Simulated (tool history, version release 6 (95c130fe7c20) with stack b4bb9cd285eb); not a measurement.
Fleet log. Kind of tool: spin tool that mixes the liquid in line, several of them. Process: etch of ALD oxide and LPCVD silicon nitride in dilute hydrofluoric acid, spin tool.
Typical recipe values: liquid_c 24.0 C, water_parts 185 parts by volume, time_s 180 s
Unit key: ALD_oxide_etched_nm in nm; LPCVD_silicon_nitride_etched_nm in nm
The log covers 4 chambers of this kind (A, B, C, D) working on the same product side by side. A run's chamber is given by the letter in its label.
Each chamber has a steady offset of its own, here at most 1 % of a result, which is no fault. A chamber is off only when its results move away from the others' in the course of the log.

| run | day | liquid_c | water_parts | time_s | read-back film thickness of the ALD oxide reference wafer, read on the same gauge (nm) | read-back film thickness of the LPCVD silicon nitride reference wafer, read on the same gauge (nm) | ALD_oxide_etched_nm | LPCVD_silicon_nitride_etched_nm |
|---|---|---|---|---|---|---|---|---|
| 1B | 0.267 | 24.0 | 185 | 180 | 50.022 | 79.983 | 14.071 | 0.51752 |
| 2D | 0.596 | 24.0 | 185 | 180 | 49.989 | 80.002 | 14.102 | 0.56491 |
| 3A | 0.821 | 24.0 | 185 | 180 | 50.004 | 79.989 | 14.142 | 0.51775 |
| 4C | 1.004 | 24.0 | 185 | 180 | 50.000 | 80.002 | 14.241 | 0.56078 |
| 5B | 1.275 | 24.0 | 185 | 180 | 49.985 | 80.014 | 14.098 | 0.56255 |
| 6A | 1.562 | 27.5 | 220 | 180 | 49.996 | 79.988 | 13.025 | 0.56984 |
| 7C | 1.829 | 27.5 | 220 | 180 | 50.033 | 80.009 | 13.006 | 0.52877 |
| 8D | 2.142 | 27.5 | 220 | 180 | 49.986 | 80.016 | 12.966 | 0.51323 |
| 9B | 2.471 | 27.5 | 220 | 180 | 50.016 | 79.985 | 13.041 | 0.51180 |
| 10C | 2.767 | 24.0 | 185 | 180 | 49.989 | 80.000 | 14.007 | 0.53496 |
| 11D | 2.971 | 24.0 | 105 | 245 | 50.023 | 79.996 | 36.623 | 1.21140 |
| 12A | 3.221 | 24.0 | 105 | 245 | 49.991 | 79.987 | 37.924 | 1.31800 |
| 13B | 3.454 | 24.0 | 105 | 245 | 49.975 | 80.010 | 36.726 | 1.28040 |
| 14A | 3.754 | 24.0 | 105 | 245 | 50.015 | 80.000 | 38.409 | 1.32610 |
| 15D | 4.092 | 24.0 | 185 | 180 | 49.943 | 79.987 | 13.918 | 0.51312 |
| 16C | 4.304 | 24.0 | 185 | 180 | 50.038 | 80.026 | 14.022 | 0.54003 |
|  | 4.546 | chamber B: hydrofluoric acid flow meter replaced |
| 17C | 4.667 | 24.0 | 185 | 180 | 50.002 | 80.018 | 14.247 | 0.49957 |
| 18D | 4.996 | 24.0 | 185 | 180 | 49.984 | 79.998 | 13.713 | 0.51493 |
| 19A | 5.288 | 24.0 | 185 | 180 | 50.023 | 79.979 | 14.158 | 0.55675 |
| 20B | 5.500 | 24.0 | 185 | 180 | 50.005 | 79.991 | 14.205 | 0.51874 |
| 21C | 5.796 | 24.0 | 185 | 180 | 49.989 | 80.006 | 14.241 | 0.52883 |
| 22D | 6.162 | 24.0 | 185 | 180 | 49.986 | 80.003 | 13.733 | 0.52993 |
| 23B | 6.358 | 24.0 | 185 | 180 | 49.995 | 79.999 | 14.190 | 0.53011 |
| 24A | 6.638 | 24.0 | 185 | 180 | 50.049 | 79.996 | 14.309 | 0.53825 |
| 25B | 6.862 | 24.0 | 185 | 180 | 49.951 | 80.004 | 14.049 | 0.57508 |
| 26A | 7.025 | 24.0 | 185 | 180 | 50.010 | 79.993 | 14.016 | 0.56907 |
|  | 7.262 | chamber B: thermometer replaced |
| 27D | 7.371 | 24.0 | 185 | 180 | 50.005 | 79.972 | 13.784 | 0.51922 |
| 28C | 7.592 | 24.0 | 185 | 180 | 50.015 | 80.005 | 14.222 | 0.54713 |
| 29B | 7.829 | 24.0 | 185 | 180 | 50.001 | 79.988 | 14.076 | 0.49420 |
| 30A | 8.096 | 24.0 | 185 | 180 | 50.050 | 80.008 | 14.098 | 0.55806 |
| 31C | 8.446 | 24.0 | 185 | 180 | 49.969 | 80.018 | 13.882 | 0.52228 |
| 32D | 8.804 | 24.0 | 185 | 180 | 49.995 | 80.009 | 13.578 | 0.47970 |
| 33D | 9.167 | 24.0 | 185 | 180 | 49.981 | 80.005 | 13.529 | 0.48971 |
| 34B | 9.517 | 24.0 | 185 | 275 | 49.997 | 80.001 | 21.503 | 0.80430 |
| 35A | 9.683 | 24.0 | 185 | 275 | 50.005 | 79.999 | 21.599 | 0.85769 |
| 36C | 9.988 | 24.0 | 185 | 275 | 49.993 | 79.987 | 21.598 | 0.80275 |
| 37D | 10.300 | 24.0 | 185 | 275 | 49.990 | 80.012 | 20.426 | 0.83217 |
| 38C | 10.512 | 24.0 | 185 | 180 | 49.981 | 79.982 | 14.114 | 0.50533 |
| 39A | 10.792 | 24.0 | 185 | 180 | 49.992 | 80.000 | 14.201 | 0.52866 |
| 40B | 10.954 | 24.0 | 185 | 180 | 49.971 | 79.994 | 14.269 | 0.51093 |
| 41B | 11.208 | 24.0 | 185 | 180 | 50.004 | 79.996 | 14.107 | 0.50861 |
| 42A | 11.550 | 24.0 | 185 | 180 | 49.982 | 80.007 | 14.024 | 0.51323 |
| 43C | 11.804 | 24.0 | 185 | 180 | 50.014 | 79.994 | 14.247 | 0.54548 |

For the next run the whole fleet of 4 chambers uses the same settings. Give each chamber's results:
| 44A | 12.062 | 24.0 | 140 | 180 |  |  | ? | ? |
| 44B | 12.062 | 24.0 | 140 | 180 |  |  | ? | ? |
| 44C | 12.062 | 24.0 | 140 | 180 |  |  | ? | ? |
| 44D | 12.062 | 24.0 | 140 | 180 |  |  | ? | ? |

| run | ALD_oxide_etched_nm | LPCVD_silicon_nitride_etched_nm |
|---|---|---|
| 44A | 20.122 | 0.70880 |
| 44B | 19.619 | 0.70497 |
| 44C | 19.771 | 0.68977 |
| 44D | 18.784 | 0.69943 |
